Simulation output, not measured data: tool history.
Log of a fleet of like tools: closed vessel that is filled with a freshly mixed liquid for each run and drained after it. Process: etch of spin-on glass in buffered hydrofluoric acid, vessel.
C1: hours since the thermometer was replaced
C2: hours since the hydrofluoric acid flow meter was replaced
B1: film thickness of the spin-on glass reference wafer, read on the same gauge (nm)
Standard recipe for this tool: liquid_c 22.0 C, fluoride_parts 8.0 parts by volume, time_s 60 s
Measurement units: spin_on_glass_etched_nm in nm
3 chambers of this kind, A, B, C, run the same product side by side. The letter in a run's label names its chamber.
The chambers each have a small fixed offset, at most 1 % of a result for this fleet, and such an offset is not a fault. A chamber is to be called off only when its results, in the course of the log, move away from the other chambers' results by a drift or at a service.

run 1B hour=5.2 | liquid_c=22.0 fluoride_parts=8.0 time_s=60 | C1=837.5 C2=1013.1 | B1=99.997 | spin_on_glass_etched_nm=253.33
run 2A hour=9.3 | liquid_c=22.0 fluoride_parts=8.0 time_s=60 | C1=585.1 C2=1568.3 | B1=100.030 | spin_on_glass_etched_nm=249.58
run 3C hour=12.9 | liquid_c=22.0 fluoride_parts=8.0 time_s=60 | C1=560.0 C2=2023.7 | B1=99.970 | spin_on_glass_etched_nm=249.62
run 4C hour=17.8 | liquid_c=22.0 fluoride_parts=8.0 time_s=60 | C1=564.9 C2=2028.6 | B1=100.030 | spin_on_glass_etched_nm=252.93
run 5A hour=20.5 | liquid_c=22.0 fluoride_parts=8.0 time_s=60 | C1=596.3 C2=1579.5 | B1=99.978 | spin_on_glass_etched_nm=249.75
run 6B hour=24.1 | liquid_c=22.0 fluoride_parts=8.0 time_s=60 | C1=856.4 C2=1032.0 | B1=99.982 | spin_on_glass_etched_nm=253.99
run 7B hour=26.9 | liquid_c=22.0 fluoride_parts=8.0 time_s=60 | C1=859.2 C2=1034.8 | B1=99.979 | spin_on_glass_etched_nm=253.02
run 8C hour=29.3 | liquid_c=22.0 fluoride_parts=8.0 time_s=60 | C1=576.4 C2=2040.1 | B1=99.999 | spin_on_glass_etched_nm=251.16
run 9A hour=32.4 | liquid_c=22.0 fluoride_parts=8.0 time_s=60 | C1=608.2 C2=1591.4 | B1=100.030 | spin_on_glass_etched_nm=248.01
run 10B hour=37.6 | liquid_c=25.0 fluoride_parts=8.0 time_s=60 | C1=869.9 C2=1045.5 | B1=100.020 | spin_on_glass_etched_nm=306.08
run 11C hour=39.9 | liquid_c=25.0 fluoride_parts=8.0 time_s=60 | C1=587.0 C2=2050.7 | B1=99.988 | spin_on_glass_etched_nm=295.07
run 12A hour=45.2 | liquid_c=25.0 fluoride_parts=8.0 time_s=60 | C1=621.0 C2=1604.2 | B1=99.960 | spin_on_glass_etched_nm=298.97
run 13C hour=47.9 | liquid_c=22.0 fluoride_parts=8.0 time_s=60 | C1=595.0 C2=2058.7 | B1=100.000 | spin_on_glass_etched_nm=248.76
-- hour=51.7 chamber C: hydrofluoric acid flow meter replaced
run 14B hour=51.9 | liquid_c=22.0 fluoride_parts=8.0 time_s=60 | C1=884.2 C2=1059.8 | B1=99.966 | spin_on_glass_etched_nm=260.37
run 15A hour=55.8 | liquid_c=22.0 fluoride_parts=8.0 time_s=60 | C1=631.6 C2=1614.8 | B1=100.000 | spin_on_glass_etched_nm=249.01
run 16C hour=58.4 | liquid_c=22.0 fluoride_parts=6.0 time_s=75 | C1=605.5 C2=6.7 | B1=99.994 | spin_on_glass_etched_nm=405.80
run 17A hour=60.9 | liquid_c=22.0 fluoride_parts=6.0 time_s=75 | C1=636.7 C2=1619.9 | B1=100.020 | spin_on_glass_etched_nm=414.17
run 18B hour=64.2 | liquid_c=22.0 fluoride_parts=6.0 time_s=75 | C1=896.5 C2=1072.1 | B1=99.989 | spin_on_glass_etched_nm=424.03
-- hour=67.2 chamber A: hydrofluoric acid flow meter replaced
run 19B hour=67.5 | liquid_c=24.5 fluoride_parts=5.0 time_s=60 | C1=899.8 C2=1075.4 | B1=100.040 | spin_on_glass_etched_nm=457.34
run 20C hour=70.9 | liquid_c=24.5 fluoride_parts=5.0 time_s=60 | C1=618.0 C2=19.2 | B1=100.000 | spin_on_glass_etched_nm=442.49
run 21A hour=76.1 | liquid_c=24.5 fluoride_parts=5.0 time_s=60 | C1=651.9 C2=9.0 | B1=99.984 | spin_on_glass_etched_nm=447.12
run 22B hour=79.7 | liquid_c=22.0 fluoride_parts=7.0 time_s=60 | C1=912.0 C2=1087.6 | B1=100.050 | spin_on_glass_etched_nm=301.91
run 23A hour=82.6 | liquid_c=22.0 fluoride_parts=7.0 time_s=60 | C1=658.4 C2=15.5 | B1=99.980 | spin_on_glass_etched_nm=287.70
run 24C hour=85.6 | liquid_c=22.0 fluoride_parts=7.0 time_s=60 | C1=632.7 C2=33.9 | B1=100.020 | spin_on_glass_etched_nm=289.79
run 25A hour=88.1 | liquid_c=22.0 fluoride_parts=8.0 time_s=60 | C1=663.9 C2=21.0 | B1=100.070 | spin_on_glass_etched_nm=250.86
run 26C hour=92.6 | liquid_c=22.0 fluoride_parts=8.0 time_s=60 | C1=639.7 C2=40.9 | B1=99.970 | spin_on_glass_etched_nm=247.21
run 27B hour=97.8 | liquid_c=22.0 fluoride_parts=8.0 time_s=60 | C1=930.1 C2=1105.7 | B1=100.010 | spin_on_glass_etched_nm=269.41
run 28A hour=100.2 | liquid_c=22.0 fluoride_parts=8.0 time_s=60 | C1=676.0 C2=33.1 | B1=100.020 | spin_on_glass_etched_nm=248.71
run 29C hour=102.8 | liquid_c=22.0 fluoride_parts=8.0 time_s=60 | C1=649.9 C2=51.1 | B1=100.060 | spin_on_glass_etched_nm=253.52
run 30B hour=106.4 | liquid_c=20.0 fluoride_parts=8.0 time_s=75 | C1=938.7 C2=1114.3 | B1=100.020 | spin_on_glass_etched_nm=303.49
run 31A hour=109.1 | liquid_c=20.0 fluoride_parts=8.0 time_s=75 | C1=684.9 C2=42.0 | B1=100.010 | spin_on_glass_etched_nm=277.08

Does one chamber stand apart from the rest, does the shared gauge drift, or is all well apart from small per-chamber offsets? Give the chamber and the most likely cause, where there is one.

Little by little, chamber B moves away from the other chambers.
Most likely cause: hydrofluoric acid flow above the setpoint (%) = 8.66.
The log might look much the same if the cause were instead: liquid hotter than its thermometer reads (K).

Which of the 4 candidates below, each the usual settings with something changed and its results left as question marks, puts chamber B back in line with what the other chambers give on the usual settings?
In line means no further than this from the other chambers' mean on the usual settings: spin_on_glass_etched_nm 6.10 nm
run 32B-1 hour=112.9 | liquid_c=22.5 fluoride_parts=7.5 time_s=60 | spin_on_glass_etched_nm=?
run 32B-2 hour=112.9 | liquid_c=21.5 fluoride_parts=8.5 time_s=60 | spin_on_glass_etched_nm=?
run 32B-3 hour=112.9 | liquid_c=19.0 fluoride_parts=8.0 time_s=60 | spin_on_glass_etched_nm=?
run 32B-4 hour=112.9 | liquid_c=22.5 fluoride_parts=7.5 time_s=65 | spin_on_glass_etched_nm=?

Usual-settings mean across the other chambers: spin_on_glass_etched_nm 249.37 nm
run=32B-1 spin_on_glass_etched_nm=301.43
run=32B-2 spin_on_glass_etched_nm=250.62
run=32B-3 spin_on_glass_etched_nm=232.89
run=32B-4 spin_on_glass_etched_nm=326.55
32B-2 is the one that brings the chamber's results back in line with the other chambers.

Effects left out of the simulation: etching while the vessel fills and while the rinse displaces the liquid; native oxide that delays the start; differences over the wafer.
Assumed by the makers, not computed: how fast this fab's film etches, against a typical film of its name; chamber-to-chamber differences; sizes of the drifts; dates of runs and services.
